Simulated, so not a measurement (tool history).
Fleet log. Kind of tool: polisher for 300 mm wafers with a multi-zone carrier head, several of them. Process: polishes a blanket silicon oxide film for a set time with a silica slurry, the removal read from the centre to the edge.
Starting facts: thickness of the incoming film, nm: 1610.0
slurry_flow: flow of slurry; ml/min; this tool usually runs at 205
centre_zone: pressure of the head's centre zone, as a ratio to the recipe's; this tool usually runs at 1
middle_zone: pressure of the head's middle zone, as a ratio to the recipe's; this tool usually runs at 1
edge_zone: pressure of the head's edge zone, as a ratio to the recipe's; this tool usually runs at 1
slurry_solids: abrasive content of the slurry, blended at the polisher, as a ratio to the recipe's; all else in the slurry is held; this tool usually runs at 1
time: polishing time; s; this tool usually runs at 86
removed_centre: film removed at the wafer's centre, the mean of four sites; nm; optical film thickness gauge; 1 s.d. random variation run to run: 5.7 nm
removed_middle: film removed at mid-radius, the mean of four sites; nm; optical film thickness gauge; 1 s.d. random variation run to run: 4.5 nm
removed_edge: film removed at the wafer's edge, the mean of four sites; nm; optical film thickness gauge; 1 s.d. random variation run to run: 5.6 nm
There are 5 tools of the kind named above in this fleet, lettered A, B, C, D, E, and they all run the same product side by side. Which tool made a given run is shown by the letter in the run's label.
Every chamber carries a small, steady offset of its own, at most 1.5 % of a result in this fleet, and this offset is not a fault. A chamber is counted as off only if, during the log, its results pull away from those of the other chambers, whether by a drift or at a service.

Run 1D, day 0.283: usual settings. Result: removed_centre 458.86 nm, removed_middle 469.75 nm, removed_edge 465.77 nm.
Run 2B, day 0.621: usual settings. Result: removed_centre 469.66 nm, removed_middle 471.4 nm, removed_edge 469.12 nm.
At day 0.746: chamber B: worn pad replaced by a new one.
Run 3A, day 0.908: usual settings. Result: removed_centre 470.76 nm, removed_middle 465.52 nm, removed_edge 467.02 nm.
At day 1.121: chamber C: worn pad replaced by a new one.
Run 4C, day 1.258: usual settings. Result: removed_centre 467.4 nm, removed_middle 464.88 nm, removed_edge 472.3 nm.
Run 5E, day 1.85: usual settings but time 100 s. Result: removed_centre 550.38 nm, removed_middle 549.64 nm, removed_edge 544.79 nm.
At day 1.879: chamber A: centre zone pressure recalibrated.
Run 6E, day 2.288: usual settings but time 100 s. Result: removed_centre 544.72 nm, removed_middle 539.65 nm, removed_edge 543.05 nm.
Run 7B, day 2.846: usual settings but time 100 s. Result: removed_centre 547.35 nm, removed_middle 549.66 nm, removed_edge 545.07 nm.
Run 8A, day 3.225: usual settings but time 100 s. Result: removed_centre 538.14 nm, removed_middle 537.33 nm, removed_edge 535.47 nm.
At day 3.442: chamber D: worn pad replaced by a new one.
Run 9C, day 3.688: usual settings but time 100 s. Result: removed_centre 543.61 nm, removed_middle 543.53 nm, removed_edge 547.93 nm.
Run 10D, day 4.188: usual settings. Result: removed_centre 470.49 nm, removed_middle 466.73 nm, removed_edge 464.6 nm.
At day 4.242: chamber E: worn pad replaced by a new one.
Run 11C, day 4.533: usual settings but centre_zone 0.95. Result: removed_centre 445.78 nm, removed_middle 463.7 nm, removed_edge 465.5 nm.
Run 12B, day 5.071: usual settings but centre_zone 0.95. Result: removed_centre 435.56 nm, removed_middle 468.33 nm, removed_edge 469.03 nm.
Run 13E, day 5.604: usual settings but centre_zone 0.95. Result: removed_centre 441.17 nm, removed_middle 465.32 nm, removed_edge 461.55 nm.
Run 14D, day 6.212: usual settings but centre_zone 0.95. Result: removed_centre 441 nm, removed_middle 470.58 nm, removed_edge 464.17 nm.
Run 15A, day 6.646: usual settings but centre_zone 0.95. Result: removed_centre 430.9 nm, removed_middle 450.9 nm, removed_edge 452.83 nm.
At day 6.846: chamber B: worn pad replaced by a new one.
At day 6.879: chamber D: worn pad replaced by a new one.
At day 6.971: chamber E: slurry nozzle cleaned.
Run 16A, day 7.212: usual settings. Result: removed_centre 453.17 nm, removed_middle 446.37 nm, removed_edge 440.72 nm.
Run 17B, day 7.554: usual settings. Result: removed_centre 461.58 nm, removed_middle 464.59 nm, removed_edge 460.99 nm.
At day 7.625: chamber C: worn pad replaced by a new one.
At day 7.658: chamber E: edge zone pressure recalibrated.
Run 18C, day 7.912: usual settings. Result: removed_centre 465.61 nm, removed_middle 472.92 nm, removed_edge 469.18 nm.
At day 8.004: chamber B: slurry nozzle cleaned.
Run 19D, day 8.425: usual settings. Result: removed_centre 468.38 nm, removed_middle 466.3 nm, removed_edge 470.7 nm.
At day 8.529: chamber E: worn pad replaced by a new one.
Run 20E, day 8.854: usual settings. Result: removed_centre 478.22 nm, removed_middle 464.6 nm, removed_edge 472.46 nm.
Run 21C, day 9.329: usual settings. Result: removed_centre 477 nm, removed_middle 466.29 nm, removed_edge 469.18 nm.
Run 22D, day 9.871: usual settings. Result: removed_centre 477.27 nm, removed_middle 466.59 nm, removed_edge 464.44 nm.
At day 10.242: chamber D: worn pad replaced by a new one.
Run 23E, day 10.271: usual settings. Result: removed_centre 461.6 nm, removed_middle 465.81 nm, removed_edge 473.35 nm.
Run 24A, day 10.604: usual settings. Result: removed_centre 441.15 nm, removed_middle 440.07 nm, removed_edge 433.32 nm.
Run 25B, day 11.004: usual settings but middle_zone 0.9. Result: removed_centre 477.07 nm, removed_middle 416.49 nm, removed_edge 473.71 nm.
Run 26C, day 11.592: usual settings but middle_zone 0.9. Result: removed_centre 471.15 nm, removed_middle 425.17 nm, removed_edge 474.36 nm.
At day 11.633: chamber B: edge zone pressure recalibrated.
Run 27D, day 12.05: usual settings but middle_zone 0.9. Result: removed_centre 466.11 nm, removed_middle 428.73 nm, removed_edge 466.66 nm.
At day 12.508: chamber E: worn pad replaced by a new one.
Run 28B, day 12.588: usual settings but middle_zone 0.9. Result: removed_centre 464.92 nm, removed_middle 428.31 nm, removed_edge 460.61 nm.
Run 29E, day 12.892: usual settings but middle_zone 0.9. Result: removed_centre 460.39 nm, removed_middle 430.8 nm, removed_edge 472.45 nm.
Run 30A, day 13.188: usual settings. Result: removed_centre 432.56 nm, removed_middle 424.52 nm, removed_edge 429.97 nm.
At day 13.233: chamber B: centre zone pressure recalibrated.
At day 13.283: chamber C: worn pad replaced by a new one.
At day 13.35: chamber D: slurry nozzle cleaned.
At day 13.421: chamber D: worn pad replaced by a new one.
At day 13.483: chamber B: worn pad replaced by a new one.
Run 31B, day 13.621: usual settings. Result: removed_centre 461.11 nm, removed_middle 464.52 nm, removed_edge 471.55 nm.
Run 32E, day 14.088: usual settings. Result: removed_centre 468.71 nm, removed_middle 468.99 nm, removed_edge 464.83 nm.
At day 14.646: chamber A: slurry nozzle cleaned.
Run 33A, day 14.696: usual settings. Result: removed_centre 419.64 nm, removed_middle 424.46 nm, removed_edge 413.94 nm.
Run 34D, day 15.308: usual settings. Result: removed_centre 465.2 nm, removed_middle 468.65 nm, removed_edge 468.9 nm.
Run 35C, day 15.721: usual settings. Result: removed_centre 469.25 nm, removed_middle 467.1 nm, removed_edge 460.41 nm.

Is one chamber out of step, is the gauge drifting, or do the chambers differ by no more than their own small offsets? For an off chamber, give its letter and the likeliest cause.

It is chamber A that slowly wanders off from its peers.
What lies behind it: removal rate lost through wear of the pad, % = 10.8.

Here are 4 candidates for chamber A's next run, each the usual settings with a change, their results left as question marks. Which one brings its results back in line with what the others give on the usual settings?
A result is in line if it is within this distance of the other chambers' mean on the usual settings: removed_centre 20 nm; removed_middle 16 nm; removed_edge 19 nm
Run 36A-1, day 16.154: usual settings but centre_zone 0.99, edge_zone 1.01, slurry_solids 1.05, time 94 s. Result: removed_centre ?, removed_middle ?, removed_edge ?.
Run 36A-2, day 16.154: usual settings but centre_zone 1.01, edge_zone 0.99, slurry_solids 0.95, time 78 s. Result: removed_centre ?, removed_middle ?, removed_edge ?.
Run 36A-3, day 16.154: usual settings but time 82 s. Result: removed_centre ?, removed_middle ?, removed_edge ?.
Run 36A-4, day 16.154: usual settings but time 90 s. Result: removed_centre ?, removed_middle ?, removed_edge ?.

On the usual settings, the other chambers give on average: removed_centre 467.72 nm; removed_middle 467.2 nm; removed_edge 466.67 nm
  run  removed_centre  removed_middle  removed_edge
36A-1          464.05          469.01        468.51
36A-2          376.36           372.2        367.89
36A-3          400.57          400.45        397.92
36A-4          439.65          439.52        436.74
36A-1 brings the chamber back in line.

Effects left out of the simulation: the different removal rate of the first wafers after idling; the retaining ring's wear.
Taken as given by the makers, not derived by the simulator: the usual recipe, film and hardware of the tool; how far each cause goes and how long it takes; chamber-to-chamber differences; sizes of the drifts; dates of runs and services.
